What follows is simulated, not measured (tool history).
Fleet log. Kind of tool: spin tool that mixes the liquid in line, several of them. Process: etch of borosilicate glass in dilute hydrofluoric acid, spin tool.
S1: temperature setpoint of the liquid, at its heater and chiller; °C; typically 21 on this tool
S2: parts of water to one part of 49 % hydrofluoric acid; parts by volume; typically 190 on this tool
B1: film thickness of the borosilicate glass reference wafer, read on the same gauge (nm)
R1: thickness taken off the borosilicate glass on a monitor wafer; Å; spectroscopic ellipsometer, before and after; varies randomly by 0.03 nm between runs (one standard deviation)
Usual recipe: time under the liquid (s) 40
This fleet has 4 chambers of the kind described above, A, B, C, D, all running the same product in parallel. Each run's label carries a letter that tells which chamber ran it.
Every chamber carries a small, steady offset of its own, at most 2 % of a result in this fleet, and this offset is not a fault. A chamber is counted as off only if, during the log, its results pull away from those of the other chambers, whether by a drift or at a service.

run 1B hour=5.3 | S1=21 S2=190 time_under_the_liquid_(s)=40 | B1=29.996 | R1=42.424
run 2C hour=9.7 | S1=21 S2=190 time_under_the_liquid_(s)=40 | B1=29.998 | R1=41.054
-- hour=13 chamber B: hydrofluoric acid flow meter replaced
run 3A hour=14.4 | S1=21 S2=190 time_under_the_liquid_(s)=40 | B1=30.007 | R1=42.053
run 4D hour=19.8 | S1=21 S2=190 time_under_the_liquid_(s)=40 | B1=29.994 | R1=41.953
run 5C hour=28.1 | S1=21 S2=190 time_under_the_liquid_(s)=40 | B1=30.004 | R1=41.32
run 6D hour=33 | S1=21 S2=190 time_under_the_liquid_(s)=40 | B1=29.991 | R1=42.21
run 7A hour=41.5 | S1=21 S2=190 time_under_the_liquid_(s)=40 | B1=29.985 | R1=41.516
run 8B hour=48.4 | S1=21 S2=190 time_under_the_liquid_(s)=60 | B1=30.007 | R1=62.82
run 9B hour=54.3 | S1=21 S2=190 time_under_the_liquid_(s)=60 | B1=29.983 | R1=62.526
run 10D hour=58.3 | S1=21 S2=190 time_under_the_liquid_(s)=60 | B1=30.002 | R1=63.802
run 11C hour=64.1 | S1=21 S2=190 time_under_the_liquid_(s)=60 | B1=30.025 | R1=61.81
run 12A hour=70 | S1=21 S2=190 time_under_the_liquid_(s)=40 | B1=29.973 | R1=42.2
run 13C hour=74.9 | S1=21 S2=190 time_under_the_liquid_(s)=40 | B1=29.993 | R1=40.353
run 14A hour=78.7 | S1=21 S2=190 time_under_the_liquid_(s)=40 | B1=30.017 | R1=41.807
run 15B hour=82.4 | S1=21 S2=190 time_under_the_liquid_(s)=40 | B1=29.978 | R1=41.937
run 16D hour=88.9 | S1=17 S2=135 time_under_the_liquid_(s)=40 | B1=30.027 | R1=52.933
run 17C hour=93.3 | S1=17 S2=135 time_under_the_liquid_(s)=40 | B1=30.007 | R1=51.358
-- hour=96.7 chamber D: hydrofluoric acid flow meter replaced
run 18A hour=98.9 | S1=17 S2=135 time_under_the_liquid_(s)=40 | B1=30.027 | R1=53.658
run 19B hour=107.3 | S1=17 S2=135 time_under_the_liquid_(s)=40 | B1=30.028 | R1=53.495
run 20D hour=113.8 | S1=21 S2=190 time_under_the_liquid_(s)=40 | B1=30.012 | R1=42.405
run 21A hour=120.7 | S1=21 S2=190 time_under_the_liquid_(s)=40 | B1=29.975 | R1=41.724
run 22B hour=129 | S1=21 S2=190 time_under_the_liquid_(s)=40 | B1=30.018 | R1=42.215
run 23D hour=136.2 | S1=18 S2=190 time_under_the_liquid_(s)=40 | B1=29.962 | R1=37.465
run 24C hour=139.9 | S1=18 S2=190 time_under_the_liquid_(s)=40 | B1=29.977 | R1=34.985
run 25C hour=147.4 | S1=18 S2=190 time_under_the_liquid_(s)=40 | B1=30.016 | R1=35.181
run 26D hour=151.3 | S1=18 S2=190 time_under_the_liquid_(s)=40 | B1=29.991 | R1=37.329
run 27A hour=156 | S1=21 S2=190 time_under_the_liquid_(s)=40 | B1=29.994 | R1=42.717

The same settings go to every chamber for the next run, one line per chamber below. Forecast the results for each:
run 28A hour=162.1 | S1=21 S2=255 time_under_the_liquid_(s)=40 | R1=?
run 28B hour=162.1 | S1=21 S2=255 time_under_the_liquid_(s)=40 | R1=?
run 28C hour=162.1 | S1=21 S2=255 time_under_the_liquid_(s)=40 | R1=?
run 28D hour=162.1 | S1=21 S2=255 time_under_the_liquid_(s)=40 | R1=?

run=28A R1=29.11
run=28B R1=29.218
run=28C R1=27.194
run=28D R1=29.36
